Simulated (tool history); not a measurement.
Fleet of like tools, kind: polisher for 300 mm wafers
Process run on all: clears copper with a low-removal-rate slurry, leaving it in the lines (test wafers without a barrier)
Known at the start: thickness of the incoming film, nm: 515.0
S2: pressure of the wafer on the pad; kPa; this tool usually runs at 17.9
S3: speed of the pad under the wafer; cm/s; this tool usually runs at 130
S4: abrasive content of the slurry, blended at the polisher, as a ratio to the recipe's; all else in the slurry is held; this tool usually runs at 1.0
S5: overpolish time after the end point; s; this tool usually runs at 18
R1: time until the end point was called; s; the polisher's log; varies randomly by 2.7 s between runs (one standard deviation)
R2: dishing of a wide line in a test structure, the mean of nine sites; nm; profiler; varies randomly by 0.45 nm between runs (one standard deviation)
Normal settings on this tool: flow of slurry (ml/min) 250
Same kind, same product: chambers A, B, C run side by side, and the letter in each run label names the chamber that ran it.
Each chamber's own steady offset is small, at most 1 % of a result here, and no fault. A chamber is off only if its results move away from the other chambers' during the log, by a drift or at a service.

run 1B hour=5.6 | flow_of_slurry_(ml/min)=250 S2=17.9 S3=130 S4=1.0 S5=18 | R1=142.69 R2=40.652
run 2C hour=9.3 | flow_of_slurry_(ml/min)=250 S2=17.9 S3=130 S4=1.0 S5=18 | R1=139.54 R2=40.221
run 3A hour=14.9 | flow_of_slurry_(ml/min)=250 S2=17.9 S3=130 S4=1.0 S5=18 | R1=140.04 R2=40.257
-- hour=17.3 chamber B: slurry nozzle cleaned
run 4B hour=22.1 | flow_of_slurry_(ml/min)=250 S2=17.9 S3=130 S4=1.0 S5=18 | R1=142.30 R2=40.748
-- hour=23.6 chamber A: worn pad replaced by a new one
run 5C hour=29.9 | flow_of_slurry_(ml/min)=250 S2=17.9 S3=130 S4=1.0 S5=18 | R1=137.01 R2=40.553
run 6A hour=37.0 | flow_of_slurry_(ml/min)=250 S2=17.9 S3=130 S4=1.0 S5=18 | R1=139.37 R2=40.035
run 7A hour=44.4 | flow_of_slurry_(ml/min)=250 S2=17.9 S3=130 S4=1.2 S5=14 | R1=133.76 R2=33.890
run 8B hour=48.4 | flow_of_slurry_(ml/min)=250 S2=17.9 S3=130 S4=1.2 S5=14 | R1=136.26 R2=34.489
run 9C hour=53.1 | flow_of_slurry_(ml/min)=250 S2=17.9 S3=130 S4=1.2 S5=14 | R1=131.91 R2=34.225
run 10A hour=58.6 | flow_of_slurry_(ml/min)=250 S2=17.9 S3=130 S4=1.0 S5=18 | R1=138.72 R2=40.010
run 11C hour=65.2 | flow_of_slurry_(ml/min)=250 S2=17.9 S3=130 S4=1.0 S5=18 | R1=141.83 R2=40.284
run 12B hour=69.5 | flow_of_slurry_(ml/min)=250 S2=17.9 S3=130 S4=1.0 S5=18 | R1=139.43 R2=40.033
run 13B hour=73.5 | flow_of_slurry_(ml/min)=250 S2=17.9 S3=130 S4=1.0 S5=18 | R1=139.45 R2=39.475
run 14C hour=78.7 | flow_of_slurry_(ml/min)=250 S2=17.9 S3=130 S4=1.0 S5=18 | R1=134.04 R2=40.543
run 15A hour=84.6 | flow_of_slurry_(ml/min)=250 S2=17.9 S3=130 S4=1.0 S5=18 | R1=142.30 R2=40.029
-- hour=85.8 chamber B: slurry blender recalibrated
-- hour=87.2 chamber A: slurry nozzle cleaned
run 16A hour=88.3 | flow_of_slurry_(ml/min)=250 S2=17.9 S3=130 S4=1.0 S5=18 | R1=139.74 R2=40.222
run 17C hour=95.9 | flow_of_slurry_(ml/min)=250 S2=17.9 S3=130 S4=1.0 S5=18 | R1=141.51 R2=40.367
-- hour=97.0 chamber A: slurry blender recalibrated
run 18B hour=102.6 | flow_of_slurry_(ml/min)=250 S2=17.9 S3=130 S4=1.0 S5=18 | R1=146.05 R2=39.369
run 19C hour=107.1 | flow_of_slurry_(ml/min)=180 S2=17.9 S3=130 S4=0.9 S5=18 | R1=154.83 R2=38.163
run 20A hour=114.0 | flow_of_slurry_(ml/min)=180 S2=17.9 S3=130 S4=0.9 S5=18 | R1=149.70 R2=37.891
-- hour=116.8 chamber C: slurry blender recalibrated
run 21B hour=118.2 | flow_of_slurry_(ml/min)=180 S2=17.9 S3=130 S4=0.9 S5=18 | R1=158.08 R2=36.986
run 22B hour=122.0 | flow_of_slurry_(ml/min)=250 S2=17.9 S3=130 S4=1.0 S5=18 | R1=144.23 R2=39.405
run 23A hour=128.8 | flow_of_slurry_(ml/min)=250 S2=17.9 S3=130 S4=1.0 S5=18 | R1=137.68 R2=39.985
run 24C hour=132.8 | flow_of_slurry_(ml/min)=250 S2=17.9 S3=130 S4=1.0 S5=18 | R1=137.68 R2=40.528
-- hour=137.1 chamber A: worn pad replaced by a new one
run 25B hour=138.9 | flow_of_slurry_(ml/min)=250 S2=17.9 S3=130 S4=1.0 S5=18 | R1=148.11 R2=38.864
run 26C hour=144.7 | flow_of_slurry_(ml/min)=250 S2=17.9 S3=130 S4=1.0 S5=18 | R1=141.97 R2=40.298
run 27A hour=151.4 | flow_of_slurry_(ml/min)=250 S2=17.9 S3=130 S4=1.0 S5=18 | R1=142.96 R2=40.420
run 28A hour=157.9 | flow_of_slurry_(ml/min)=250 S2=17.9 S3=130 S4=1.0 S5=18 | R1=142.60 R2=39.857
run 29B hour=162.1 | flow_of_slurry_(ml/min)=250 S2=15.2 S3=104 S4=1.0 S5=18 | R1=226.67 R2=27.546
run 30C hour=165.8 | flow_of_slurry_(ml/min)=250 S2=15.2 S3=104 S4=1.0 S5=18 | R1=212.38 R2=29.043
run 31B hour=170.8 | flow_of_slurry_(ml/min)=250 S2=15.2 S3=104 S4=1.0 S5=18 | R1=231.59 R2=26.485
run 32A hour=174.6 | flow_of_slurry_(ml/min)=250 S2=17.9 S3=130 S4=1.0 S5=18 | R1=145.87 R2=40.051
run 33C hour=178.4 | flow_of_slurry_(ml/min)=250 S2=17.9 S3=130 S4=1.0 S5=18 | R1=139.73 R2=40.100
run 34A hour=182.0 | flow_of_slurry_(ml/min)=250 S2=17.9 S3=130 S4=1.0 S5=18 | R1=140.77 R2=41.200
run 35B hour=188.9 | flow_of_slurry_(ml/min)=190 S2=17.9 S3=130 S4=1.0 S5=9 | R1=164.54 R2=20.769
run 36C hour=194.8 | flow_of_slurry_(ml/min)=190 S2=17.9 S3=130 S4=1.0 S5=9 | R1=144.15 R2=22.521
run 37C hour=202.7 | flow_of_slurry_(ml/min)=190 S2=17.9 S3=130 S4=1.0 S5=9 | R1=149.52 R2=22.444
-- hour=204.5 chamber B: head pressure recalibrated
run 38B hour=209.0 | flow_of_slurry_(ml/min)=250 S2=17.9 S3=130 S4=1.0 S5=18 | R1=162.26 R2=36.626

Does one chamber stand apart from the rest, does the shared gauge drift, or is all well apart from small per-chamber offsets? Give the chamber and the most likely cause, where there is one.

Chamber B drifts away from the others.
What lies behind it: removal rate lost through wear of the pad, % = 11.3.

Here are 4 candidates for chamber B's next run, each the usual settings with a change, their results left as question marks. Which one brings its results back in line with what the others give on the usual settings?
A result is in line if it is within this distance of the other chambers' mean on the usual settings: R1 9.50 s; R2 1.600 nm
run 39B-1 hour=215.0 | flow_of_slurry_(ml/min)=250 S2=17.2 S3=124 S4=1.0 S5=18 | R1=? R2=?
run 39B-2 hour=215.0 | flow_of_slurry_(ml/min)=250 S2=18.6 S3=136 S4=1.0 S5=18 | R1=? R2=?
run 39B-3 hour=215.0 | flow_of_slurry_(ml/min)=255 S2=19.3 S3=144 S4=1.0 S5=18 | R1=? R2=?
run 39B-4 hour=215.0 | flow_of_slurry_(ml/min)=245 S2=16.5 S3=116 S4=1.0 S5=18 | R1=? R2=?

The mean the other chambers reach with the usual settings: R1 141.61 s; R2 39.950 nm
run=39B-1 R1=171.45 R2=34.346
run=39B-2 R1=144.61 R2=39.411
run=39B-3 R1=131.37 R2=42.475
run=39B-4 R1=191.44 R2=31.372
39B-2 brings the chamber back in line.
